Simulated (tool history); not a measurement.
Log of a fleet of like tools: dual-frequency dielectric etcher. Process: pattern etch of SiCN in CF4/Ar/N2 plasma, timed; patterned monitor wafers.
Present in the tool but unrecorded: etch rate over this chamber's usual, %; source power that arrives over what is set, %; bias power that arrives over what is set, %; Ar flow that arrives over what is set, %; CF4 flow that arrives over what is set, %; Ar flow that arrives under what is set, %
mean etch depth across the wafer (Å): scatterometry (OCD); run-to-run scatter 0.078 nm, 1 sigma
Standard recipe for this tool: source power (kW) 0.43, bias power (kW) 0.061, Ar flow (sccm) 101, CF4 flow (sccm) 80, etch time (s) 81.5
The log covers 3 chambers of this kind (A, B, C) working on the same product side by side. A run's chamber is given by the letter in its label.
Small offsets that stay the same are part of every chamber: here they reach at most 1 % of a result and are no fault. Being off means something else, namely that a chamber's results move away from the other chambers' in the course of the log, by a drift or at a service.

run	hour	source power (kW)	bias power (kW)	Ar flow (sccm)	CF4 flow (sccm)	etch time (s)	hours since the last wet clean	hours since the last source power generator calibration	hours since the last bias power generator calibration	hours since the last Ar flow controller change	hours since the last CF4 flow controller change	read-back reference wafer on the same gauge, depth_nm	mean etch depth across the wafer (Å)
1B	11.5	0.43	0.061	101	80	81.5	252.4	3517.3	3091.3	1357.8	2082.8	60.493	647.44
2C	20.6	0.43	0.061	101	80	81.5	390.6	2623.5	556.6	5044.7	728.1	60.491	646.24
3A	26.5	0.43	0.061	101	80	81.5	187.8	1369.4	443.2	4650.5	3022.2	60.467	649.45
4C	33.8	0.43	0.061	101	80	81.5	403.8	2636.7	569.8	5057.9	741.3	60.467	645.43
5A	42.1	0.43	0.061	101	80	81.5	203.4	1385	458.8	4666.1	3037.8	60.452	647.88
6B	50.3	0.43	0.061	101	80	81.5	291.2	3556.1	3130.1	1396.6	2121.6	60.445	646.15
7C	58.4	0.43	0.061	101	80	81.5	428.4	2661.3	594.4	5082.5	765.9	60.446	645.5
8A	65.1	0.43	0.061	101	80	81.5	226.4	1408	481.8	4689.1	3060.8	60.444	647.68
9B	72.9	0.43	0.061	101	80	81.5	313.8	3578.7	3152.7	1419.2	2144.2	60.399	645.86
10B	78.6	0.43	0.061	101	80	81.5	319.5	3584.4	3158.4	1424.9	2149.9	60.42	644.96
11A	89.8	0.43	0.061	101	80	81.5	251.1	1432.7	506.5	4713.8	3085.5	60.407	648.58
12C	98.8	0.43	0.061	101	80	81.5	468.8	2701.7	634.8	5122.9	806.3	60.388	644.51
13C	109.1	0.43	0.061	101	80	81.5	479.1	2712	645.1	5133.2	816.6	60.403	644.34
14B	119.9	0.43	0.061	101	80	81.5	360.8	3625.7	3199.7	1466.2	2191.2	60.376	645.21
15A	126	0.43	0.061	84	90	81.5	287.3	1468.9	542.7	4750	3121.7	60.379	675.81
16B	133.3	0.43	0.061	84	90	81.5	374.2	3639.1	3213.1	1479.6	2204.6	60.398	673.91
17C	138.6	0.43	0.061	84	90	81.5	508.6	2741.5	674.6	5162.7	846.1	60.371	672.69
# hour 140.8: chamber B: bias power generator calibrated
18A	149.5	0.43	0.061	101	80	81.5	310.8	1492.4	566.2	4773.5	3145.2	60.354	647.7
19C	155.4	0.43	0.061	101	80	81.5	525.4	2758.3	691.4	5179.5	862.9	60.34	645.17
# hour 162: chamber B: Ar flow controller replaced
20B	164.8	0.43	0.061	101	80	81.5	405.7	3670.6	24.1	2.8	2236.1	60.329	645.99
# hour 167.2: chamber C: wet clean of the chamber
21A	170.5	0.43	0.061	101	80	81.5	331.8	1513.4	587.2	4794.5	3166.2	60.324	647.36
# hour 172.9: chamber A: wet clean of the chamber
22A	181.1	0.43	0.061	101	80	81.5	8.2	1524	597.8	4805.1	3176.8	60.311	647.17
23C	187.9	0.43	0.061	101	80	81.5	20.7	2790.8	723.9	5212	895.4	60.316	644.48
24B	195.2	0.43	0.061	101	80	81.5	436.1	3701	54.5	33.2	2266.5	60.29	644.17
25A	201.6	0.43	0.061	101	80	81.5	28.7	1544.5	618.3	4825.6	3197.3	60.296	645.52
26C	208.2	0.43	0.061	101	80	81.5	41	2811.1	744.2	5232.3	915.7	60.274	644.24
27B	217.9	0.43	0.061	101	80	81.5	458.8	3723.7	77.2	55.9	2289.2	60.311	646.06
28C	227.5	0.43	0.061	101	80	81.5	60.3	2830.4	763.5	5251.6	935	60.307	644.85
29B	238.2	0.43	0.047	101	80	62.5	479.1	3744	97.5	76.2	2309.5	60.275	455.77
30A	248	0.43	0.047	101	80	62.5	75.1	1590.9	664.7	4872	3243.7	60.264	455.58
# hour 251.8: chamber B: source power generator calibrated
31C	253.1	0.43	0.047	101	80	62.5	85.9	2856	789.1	5277.2	960.6	60.254	454.55
32A	263.1	0.43	0.061	101	80	81.5	90.2	1606	679.8	4887.1	3258.8	60.251	644.85
33B	268.4	0.43	0.061	101	80	81.5	509.3	16.6	127.7	106.4	2339.7	60.232	643.25
34C	279.7	0.43	0.061	101	80	81.5	112.5	2882.6	815.7	5303.8	987.2	60.195	643.7
35B	285.7	0.43	0.061	101	80	81.5	526.6	33.9	145	123.7	2357	60.22	643.21
36A	293.7	0.43	0.061	101	80	81.5	120.8	1636.6	710.4	4917.7	3289.4	60.214	646.44
# hour 296.6: chamber C: Ar flow controller replaced
37C	300.3	0.43	0.061	123	80	81.5	133.1	2903.2	836.3	3.8	1007.8	60.214	624.55

Next, all 3 chambers run the settings below, one line each with question marks for the results. What does each chamber give?
38A	308.5	0.43	0.061	101	80	71.5							?
38B	308.5	0.43	0.061	101	80	71.5							?
38C	308.5	0.43	0.061	101	80	71.5							?

run	mean etch depth across the wafer (Å)
38A	566.56
38B	564.56
38C	563.41
